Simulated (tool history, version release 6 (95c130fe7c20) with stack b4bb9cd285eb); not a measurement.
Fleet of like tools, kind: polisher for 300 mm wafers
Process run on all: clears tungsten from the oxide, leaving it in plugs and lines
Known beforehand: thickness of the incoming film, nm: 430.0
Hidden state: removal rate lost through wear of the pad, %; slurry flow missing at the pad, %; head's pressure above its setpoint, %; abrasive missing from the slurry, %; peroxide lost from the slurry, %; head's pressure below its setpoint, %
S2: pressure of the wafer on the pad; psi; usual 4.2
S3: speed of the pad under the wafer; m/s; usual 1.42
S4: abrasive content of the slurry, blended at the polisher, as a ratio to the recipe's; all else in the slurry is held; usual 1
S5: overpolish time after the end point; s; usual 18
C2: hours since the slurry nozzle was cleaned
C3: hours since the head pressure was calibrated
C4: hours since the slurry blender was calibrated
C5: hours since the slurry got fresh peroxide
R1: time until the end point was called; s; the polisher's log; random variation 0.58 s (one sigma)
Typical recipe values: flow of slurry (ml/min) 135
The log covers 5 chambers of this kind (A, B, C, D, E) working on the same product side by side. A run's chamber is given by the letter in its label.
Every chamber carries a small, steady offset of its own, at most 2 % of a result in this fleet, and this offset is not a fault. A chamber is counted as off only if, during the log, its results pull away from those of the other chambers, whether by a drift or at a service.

{"run": "1A", "hour": 5.2, "flow of slurry (ml/min)": 135, "S2": 4.2, "S3": 1.42, "S4": 1, "S5": 18, "wafers polished on this pad": 342, "C2": 656.1, "C3": 447.2, "C4": 268.1, "C5": 37.4, "R1": 61.801}
{"hour": 5.6, "done": "chamber B: slurry blender recalibrated"}
{"hour": 6.8, "done": "chamber B: slurry tank refilled with fresh slurry and peroxide"}
{"hour": 8.3, "done": "chamber E: worn pad replaced by a new one"}
{"run": "2E", "hour": 9.5, "flow of slurry (ml/min)": 135, "S2": 4.2, "S3": 1.42, "S4": 1, "S5": 18, "wafers polished on this pad": 11, "C2": 220.8, "C3": 132.1, "C4": 309.6, "C5": 75.5, "R1": 63.106}
{"run": "3B", "hour": 13.4, "flow of slurry (ml/min)": 135, "S2": 4.2, "S3": 1.42, "S4": 1, "S5": 18, "wafers polished on this pad": 357, "C2": 286.9, "C3": 181.5, "C4": 7.9, "C5": 6.6, "R1": 59.44}
{"hour": 18.4, "done": "chamber A: slurry blender recalibrated"}
{"run": "4C", "hour": 18.7, "flow of slurry (ml/min)": 135, "S2": 4.2, "S3": 1.42, "S4": 1, "S5": 18, "wafers polished on this pad": 348, "C2": 90.2, "C3": 344.6, "C4": 51.9, "C5": 57.8, "R1": 60.809}
{"hour": 19.8, "done": "chamber E: slurry blender recalibrated"}
{"run": "5D", "hour": 21.8, "flow of slurry (ml/min)": 135, "S2": 4.2, "S3": 1.42, "S4": 1, "S5": 18, "wafers polished on this pad": 305, "C2": 118.1, "C3": 380.9, "C4": 361, "C5": 45.1, "R1": 61.661}
{"run": "6E", "hour": 27.9, "flow of slurry (ml/min)": 135, "S2": 4.2, "S3": 1.42, "S4": 1, "S5": 18, "wafers polished on this pad": 170, "C2": 239.2, "C3": 150.5, "C4": 8.2, "C5": 93.9, "R1": 61.038}
{"run": "7A", "hour": 33.5, "flow of slurry (ml/min)": 135, "S2": 4.2, "S3": 1.42, "S4": 1, "S5": 18, "wafers polished on this pad": 588, "C2": 684.4, "C3": 475.5, "C4": 15.2, "C5": 65.7, "R1": 62.44}
{"run": "8D", "hour": 37.0, "flow of slurry (ml/min)": 135, "S2": 4.2, "S3": 1.42, "S4": 1, "S5": 18, "wafers polished on this pad": 437, "C2": 133.3, "C3": 396.1, "C4": 376.2, "C5": 60.3, "R1": 61.107}
{"hour": 38.4, "done": "chamber C: worn pad replaced by a new one"}
{"run": "9B", "hour": 43.3, "flow of slurry (ml/min)": 135, "S2": 5.4, "S3": 1.42, "S4": 1, "S5": 18, "wafers polished on this pad": 616, "C2": 316.8, "C3": 211.4, "C4": 37.8, "C5": 36.5, "R1": 46.907}
{"run": "10C", "hour": 47.8, "flow of slurry (ml/min)": 135, "S2": 5.4, "S3": 1.42, "S4": 1, "S5": 18, "wafers polished on this pad": 81, "C2": 119.3, "C3": 373.7, "C4": 81, "C5": 86.9, "R1": 47.22}
{"run": "11E", "hour": 51.6, "flow of slurry (ml/min)": 135, "S2": 5.4, "S3": 1.42, "S4": 1, "S5": 18, "wafers polished on this pad": 376, "C2": 262.9, "C3": 174.2, "C4": 31.9, "C5": 117.6, "R1": 47.274}
{"run": "12A", "hour": 55.9, "flow of slurry (ml/min)": 135, "S2": 5.4, "S3": 1.42, "S4": 1, "S5": 18, "wafers polished on this pad": 782, "C2": 706.8, "C3": 497.9, "C4": 37.6, "C5": 88.1, "R1": 48.76}
{"hour": 56.0, "done": "chamber B: worn pad replaced by a new one"}
{"hour": 58.3, "done": "chamber D: slurry blender recalibrated"}
{"run": "13C", "hour": 61.9, "flow of slurry (ml/min)": 135, "S2": 5.4, "S3": 1.42, "S4": 1, "S5": 18, "wafers polished on this pad": 204, "C2": 133.4, "C3": 387.8, "C4": 95.1, "C5": 101, "R1": 47.742}
{"run": "14B", "hour": 66.9, "flow of slurry (ml/min)": 135, "S2": 4.2, "S3": 1.42, "S4": 1, "S5": 18, "wafers polished on this pad": 95, "C2": 340.4, "C3": 235, "C4": 61.4, "C5": 60.1, "R1": 61.645}
{"hour": 68.1, "done": "chamber E: slurry tank refilled with fresh slurry and peroxide"}
{"run": "15D", "hour": 72.5, "flow of slurry (ml/min)": 135, "S2": 4.2, "S3": 1.42, "S4": 1, "S5": 18, "wafers polished on this pad": 745, "C2": 168.8, "C3": 431.6, "C4": 14.2, "C5": 95.8, "R1": 60.737}
{"hour": 74.2, "done": "chamber E: worn pad replaced by a new one"}
{"run": "16A", "hour": 77.3, "flow of slurry (ml/min)": 135, "S2": 4.2, "S3": 1.42, "S4": 1, "S5": 18, "wafers polished on this pad": 968, "C2": 728.2, "C3": 519.3, "C4": 59, "C5": 109.5, "R1": 62.252}
{"run": "17C", "hour": 81.7, "flow of slurry (ml/min)": 135, "S2": 4.2, "S3": 1.42, "S4": 1, "S5": 18, "wafers polished on this pad": 375, "C2": 153.2, "C3": 407.6, "C4": 114.9, "C5": 120.8, "R1": 61.42}
{"hour": 85.0, "done": "chamber C: slurry tank refilled with fresh slurry and peroxide"}
{"run": "18D", "hour": 87.6, "flow of slurry (ml/min)": 135, "S2": 4.2, "S3": 1.42, "S4": 1, "S5": 18, "wafers polished on this pad": 875, "C2": 183.9, "C3": 446.7, "C4": 29.3, "C5": 110.9, "R1": 61.687}
{"hour": 91.0, "done": "chamber C: worn pad replaced by a new one"}
{"run": "19E", "hour": 91.1, "flow of slurry (ml/min)": 135, "S2": 4.2, "S3": 1.42, "S4": 1, "S5": 18, "wafers polished on this pad": 146, "C2": 302.4, "C3": 213.7, "C4": 71.4, "C5": 23.1, "R1": 65.043}
{"hour": 94.2, "done": "chamber D: slurry tank refilled with fresh slurry and peroxide"}
{"run": "20B", "hour": 96.7, "flow of slurry (ml/min)": 135, "S2": 4.2, "S3": 1.42, "S4": 1, "S5": 18, "wafers polished on this pad": 353, "C2": 370.2, "C3": 264.8, "C4": 91.2, "C5": 89.9, "R1": 60.883}
{"run": "21B", "hour": 101.8, "flow of slurry (ml/min)": 135, "S2": 4.2, "S3": 1.42, "S4": 1, "S5": 18, "wafers polished on this pad": 397, "C2": 375.3, "C3": 269.9, "C4": 96.3, "C5": 95, "R1": 60.041}
{"run": "22D", "hour": 107.3, "flow of slurry (ml/min)": 135, "S2": 4.2, "S3": 1.42, "S4": 1, "S5": 18, "wafers polished on this pad": 1046, "C2": 203.6, "C3": 466.4, "C4": 49, "C5": 13.1, "R1": 60.336}
{"run": "23C", "hour": 110.9, "flow of slurry (ml/min)": 135, "S2": 4.2, "S3": 1.42, "S4": 1, "S5": 18, "wafers polished on this pad": 173, "C2": 182.4, "C3": 436.8, "C4": 144.1, "C5": 26, "R1": 61.226}
{"hour": 112.0, "done": "chamber D: worn pad replaced by a new one"}
{"hour": 117.6, "done": "chamber A: worn pad replaced by a new one"}
{"run": "24E", "hour": 117.9, "flow of slurry (ml/min)": 135, "S2": 4.2, "S3": 1.42, "S4": 1, "S5": 18, "wafers polished on this pad": 379, "C2": 329.2, "C3": 240.5, "C4": 98.2, "C5": 49.9, "R1": 67.813}
{"hour": 120.1, "done": "chamber B: slurry blender recalibrated"}
{"run": "25A", "hour": 122.7, "flow of slurry (ml/min)": 135, "S2": 4.2, "S3": 1.42, "S4": 1, "S5": 18, "wafers polished on this pad": 44, "C2": 773.6, "C3": 564.7, "C4": 104.4, "C5": 154.9, "R1": 62.406}
{"run": "26C", "hour": 126.4, "flow of slurry (ml/min)": 135, "S2": 4.2, "S3": 1.42, "S4": 1, "S5": 18, "wafers polished on this pad": 307, "C2": 197.9, "C3": 452.3, "C4": 159.6, "C5": 41.5, "R1": 61.363}
{"hour": 129.1, "done": "chamber A: slurry tank refilled with fresh slurry and peroxide"}
{"run": "27B", "hour": 132.9, "flow of slurry (ml/min)": 135, "S2": 4.2, "S3": 1.42, "S4": 1, "S5": 9, "wafers polished on this pad": 667, "C2": 406.4, "C3": 301, "C4": 12.8, "C5": 126.1, "R1": 61.64}
{"run": "28E", "hour": 138.1, "flow of slurry (ml/min)": 135, "S2": 4.2, "S3": 1.42, "S4": 1, "S5": 9, "wafers polished on this pad": 554, "C2": 349.4, "C3": 260.7, "C4": 118.4, "C5": 70.1, "R1": 68.722}
{"hour": 139.3, "done": "chamber D: head pressure recalibrated"}
{"run": "29D", "hour": 142.1, "flow of slurry (ml/min)": 135, "S2": 4.2, "S3": 1.42, "S4": 1, "S5": 9, "wafers polished on this pad": 261, "C2": 238.4, "C3": 2.9, "C4": 83.8, "C5": 47.9, "R1": 60.439}
{"run": "30A", "hour": 146.9, "flow of slurry (ml/min)": 135, "S2": 4.2, "S3": 1.42, "S4": 1, "S5": 9, "wafers polished on this pad": 254, "C2": 797.8, "C3": 588.9, "C4": 128.6, "C5": 17.8, "R1": 61.901}
{"run": "31D", "hour": 151.4, "flow of slurry (ml/min)": 135, "S2": 4.2, "S3": 1.42, "S4": 1, "S5": 9, "wafers polished on this pad": 342, "C2": 247.7, "C3": 12.2, "C4": 93.1, "C5": 57.2, "R1": 61.206}

Is one chamber off against the others, does the gauge drift, or is nothing wrong? If a chamber is off, say which, and what the likeliest cause is.

Chamber E drifts away from the others.
Cause: head's pressure below its setpoint, % = 12.2.
The log might look much the same if the cause were instead: slurry flow missing at the pad, %.

Which of the 4 candidates below, each the usual settings with something changed and its results left as question marks, puts chamber E back in line with what the other chambers give on the usual settings?
In-line tolerance around the mean of the other chambers on the usual settings: R1 2.1 s
{"run": "32E-1", "hour": 156.4, "flow of slurry (ml/min)": 135, "S2": 4.2, "S3": 1.42, "S4": 0.7, "S5": 18, "R1": "?"}
{"run": "32E-2", "hour": 156.4, "flow of slurry (ml/min)": 135, "S2": 4.2, "S3": 1.24, "S4": 1, "S5": 18, "R1": "?"}
{"run": "32E-3", "hour": 156.4, "flow of slurry (ml/min)": 135, "S2": 4.2, "S3": 1.42, "S4": 1.3, "S5": 18, "R1": "?"}
{"run": "32E-4", "hour": 156.4, "flow of slurry (ml/min)": 140, "S2": 4.8, "S3": 1.42, "S4": 1, "S5": 18, "R1": "?"}

Average result of the remaining chambers running the usual settings: R1 61.393 s
run=32E-1 R1=76.411
run=32E-2 R1=80.707
run=32E-3 R1=66.222
run=32E-4 R1=61.219
Change 32E-4 lands the chamber within the allowed miss of the other chambers.
